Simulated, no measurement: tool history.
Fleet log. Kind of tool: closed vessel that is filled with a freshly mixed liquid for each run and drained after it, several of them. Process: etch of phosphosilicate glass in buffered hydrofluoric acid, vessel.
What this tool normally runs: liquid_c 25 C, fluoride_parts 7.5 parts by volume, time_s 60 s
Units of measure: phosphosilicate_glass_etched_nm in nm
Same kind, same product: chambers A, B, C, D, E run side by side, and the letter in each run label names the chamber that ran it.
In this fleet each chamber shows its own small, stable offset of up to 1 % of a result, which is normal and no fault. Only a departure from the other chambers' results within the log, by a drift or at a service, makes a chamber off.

run,hour,liquid_c,fluoride_parts,time_s,"read-back film thickness of the phosphosilicate glass reference wafer, read on the same gauge (nm)",phosphosilicate_glass_etched_nm
1A,15.6,25,7.5,60,99.978,400.65
2B,30.8,25,7.5,60,100,406.19
3C,38,25,7.5,60,100.02,407.57
4E,53.7,25,7.5,60,99.999,407.94
5D,67.1,27.5,7.5,60,99.994,465.99
6E,78.8,27.5,7.5,60,100.02,472.69
7D,94.5,27.5,7.5,60,99.996,466.05
8A,102.3,27.5,7.5,60,100,460.94
# hour 103.2: chamber E: thermometer replaced
9C,112.5,27.5,7.5,60,99.989,463.19
# hour 118.7: chamber C: thermometer replaced
10B,119.8,25,7.5,60,100.02,415.19
11C,131.4,25,7.5,60,100.01,408.57
12B,140.5,25,7.5,60,99.998,407.66
13E,150,25,7.5,60,99.967,410.98
14A,164.6,25,7.5,60,99.973,406.54
15D,173.4,25,7.5,60,99.994,406.43
16E,180.8,25,7.5,60,99.994,401.95
17B,194.7,25,7.5,60,99.979,412.72
18C,207.3,25,7.5,60,100.02,399.68
19A,217.9,25,7.5,60,100.01,402.11
20D,231,25,7.5,60,100,407.69
21C,243.1,23,6,60,99.996,441.35
22A,252.4,23,6,60,100.02,444.73
23E,266.9,23,6,60,100,452.72
24D,276.5,23,6,60,100.02,452.3
25B,288.7,23,6,60,100.01,449.75
26D,302,25,7.5,60,99.997,407.14
27E,313,25,7.5,60,99.998,407.09
28C,328.5,25,7.5,60,99.996,385.39
29A,340.5,25,7.5,60,100.01,402.86
30B,355.1,25,7.5,60,99.98,411.66
31B,368.7,25,7.5,80,100.02,543.92
32A,384.5,25,7.5,80,100.01,542.26
33D,397.8,25,7.5,80,99.996,541.68
34C,407.5,25,7.5,80,100.02,507.6
35E,420.1,25,7.5,80,100,547.41
36E,430.7,25,7.5,60,99.993,401.23
37D,443,25,7.5,60,100.02,406.78
38B,450.7,21.5,5.5,60,99.994,446.7
39C,465.8,21.5,5.5,60,99.977,415.91
# hour 472.8: chamber A: hydrofluoric acid flow meter replaced
40A,476.5,21.5,5.5,60,99.988,447.34
41A,492.1,21.5,5.5,60,99.995,444.42

All 5 chambers run these settings next. Forecast each chamber's results:
42A,503.4,25,7.5,35,,?
42B,503.4,25,7.5,35,,?
42C,503.4,25,7.5,35,,?
42D,503.4,25,7.5,35,,?
42E,503.4,25,7.5,35,,?

run,phosphosilicate_glass_etched_nm
42A,236.72
42B,237.56
42C,219.72
42D,237.71
42E,233.86
